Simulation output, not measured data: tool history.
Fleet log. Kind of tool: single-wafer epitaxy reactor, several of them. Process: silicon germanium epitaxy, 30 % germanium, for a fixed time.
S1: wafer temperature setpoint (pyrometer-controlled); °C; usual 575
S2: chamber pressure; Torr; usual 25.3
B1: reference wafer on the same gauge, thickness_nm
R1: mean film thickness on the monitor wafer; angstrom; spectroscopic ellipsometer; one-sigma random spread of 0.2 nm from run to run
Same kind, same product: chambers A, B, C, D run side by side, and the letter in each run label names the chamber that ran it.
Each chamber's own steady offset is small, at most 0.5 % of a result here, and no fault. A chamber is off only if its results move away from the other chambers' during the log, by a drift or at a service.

{"run": "1A", "day": 0.308, "S1": 575, "S2": 25.3, "B1": 42.163, "R1": 404.54}
{"run": "2C", "day": 0.858, "S1": 575, "S2": 25.3, "B1": 42.212, "R1": 402.42}
{"run": "3D", "day": 1.238, "S1": 575, "S2": 25.3, "B1": 42.196, "R1": 406.81}
{"run": "4B", "day": 1.683, "S1": 575, "S2": 25.3, "B1": 42.219, "R1": 407.32}
{"run": "5A", "day": 1.954, "S1": 575, "S2": 25.3, "B1": 42.2, "R1": 407.33}
{"run": "6B", "day": 2.467, "S1": 575, "S2": 25.3, "B1": 42.229, "R1": 403.35}
{"run": "7C", "day": 2.85, "S1": 575, "S2": 25.3, "B1": 42.213, "R1": 403.07}
{"run": "8D", "day": 3.196, "S1": 575, "S2": 25.3, "B1": 42.198, "R1": 404.56}
{"run": "9B", "day": 3.633, "S1": 575, "S2": 25.3, "B1": 42.248, "R1": 403}
{"run": "10A", "day": 4.075, "S1": 575, "S2": 25.3, "B1": 42.197, "R1": 404.36}
{"run": "11C", "day": 4.658, "S1": 575, "S2": 25.3, "B1": 42.162, "R1": 404.95}
{"day": 4.796, "done": "chamber C: pyrometer calibrated"}
{"run": "12D", "day": 4.962, "S1": 575, "S2": 25.3, "B1": 42.182, "R1": 408.04}
{"run": "13A", "day": 5.329, "S1": 575, "S2": 25.3, "B1": 42.191, "R1": 403.53}
{"run": "14C", "day": 5.662, "S1": 575, "S2": 25.3, "B1": 42.208, "R1": 427.87}
{"run": "15D", "day": 6.233, "S1": 575, "S2": 23.2, "B1": 42.177, "R1": 391.56}
{"run": "16B", "day": 6.8, "S1": 575, "S2": 23.2, "B1": 42.182, "R1": 391.7}
{"run": "17B", "day": 7.367, "S1": 575, "S2": 23.2, "B1": 42.219, "R1": 395}
{"run": "18C", "day": 7.642, "S1": 575, "S2": 23.2, "B1": 42.214, "R1": 415.52}
{"run": "19A", "day": 8.179, "S1": 575, "S2": 25.3, "B1": 42.174, "R1": 403.3}
{"run": "20D", "day": 8.512, "S1": 575, "S2": 25.3, "B1": 42.193, "R1": 402.57}
{"run": "21D", "day": 9.096, "S1": 575, "S2": 25.3, "B1": 42.173, "R1": 405.47}
{"run": "22A", "day": 9.612, "S1": 565, "S2": 20.6, "B1": 42.202, "R1": 306.16}
{"run": "23B", "day": 10.142, "S1": 565, "S2": 20.6, "B1": 42.221, "R1": 304.65}
{"run": "24C", "day": 10.617, "S1": 565, "S2": 20.6, "B1": 42.205, "R1": 322.51}
{"run": "25C", "day": 10.929, "S1": 565, "S2": 20.6, "B1": 42.181, "R1": 329.7}
{"day": 11.054, "done": "chamber D: pyrometer calibrated"}
{"run": "26D", "day": 11.479, "S1": 586, "S2": 25.3, "B1": 42.167, "R1": 497.5}
{"run": "27A", "day": 11.862, "S1": 586, "S2": 25.3, "B1": 42.205, "R1": 502.63}
{"run": "28B", "day": 12.433, "S1": 586, "S2": 25.3, "B1": 42.285, "R1": 499.49}
{"run": "29D", "day": 12.7, "S1": 586, "S2": 25.3, "B1": 42.177, "R1": 497.58}
{"run": "30A", "day": 13.0, "S1": 575, "S2": 25.3, "B1": 42.223, "R1": 403.49}
{"run": "31C", "day": 13.262, "S1": 575, "S2": 25.3, "B1": 42.215, "R1": 433.35}
{"run": "32B", "day": 13.825, "S1": 575, "S2": 25.3, "B1": 42.238, "R1": 405.55}
{"run": "33C", "day": 14.175, "S1": 575, "S2": 25.3, "B1": 42.179, "R1": 430.22}

Decide between three cases: one chamber stands off from its peers, the gauge reading all wafers drifts, or nothing is wrong past each chamber's small offset. Where a chamber is off, say which and what most likely put it there.

Chamber C has stood off from the others ever since a service on it.
Likeliest cause: wafer temperature above the value expected at the setpoint (K) = 3.23.

Chamber C could run next with any of the 4 candidate recipes listed below; each alters the usual settings, and their results appear as question marks. Which one brings its results back in line with what the other chambers deliver on the usual settings?
A result is in line if it is within this distance of the other chambers' mean on the usual settings: R1 6.8 angstrom
{"run": "34C-1", "day": 14.6, "S1": 580, "S2": 25.3, "R1": "?"}
{"run": "34C-2", "day": 14.6, "S1": 570, "S2": 25.3, "R1": "?"}
{"run": "34C-3", "day": 14.6, "S1": 572, "S2": 24.9, "R1": "?"}
{"run": "34C-4", "day": 14.6, "S1": 575, "S2": 29.2, "R1": "?"}

On the usual settings, the other chambers give on average: R1 404.5 angstrom
run=34C-1 R1=473.5
run=34C-2 R1=390.58
run=34C-3 R1=403.5
run=34C-4 R1=455.45
With 34C-3, the chamber falls back in line with the rest.
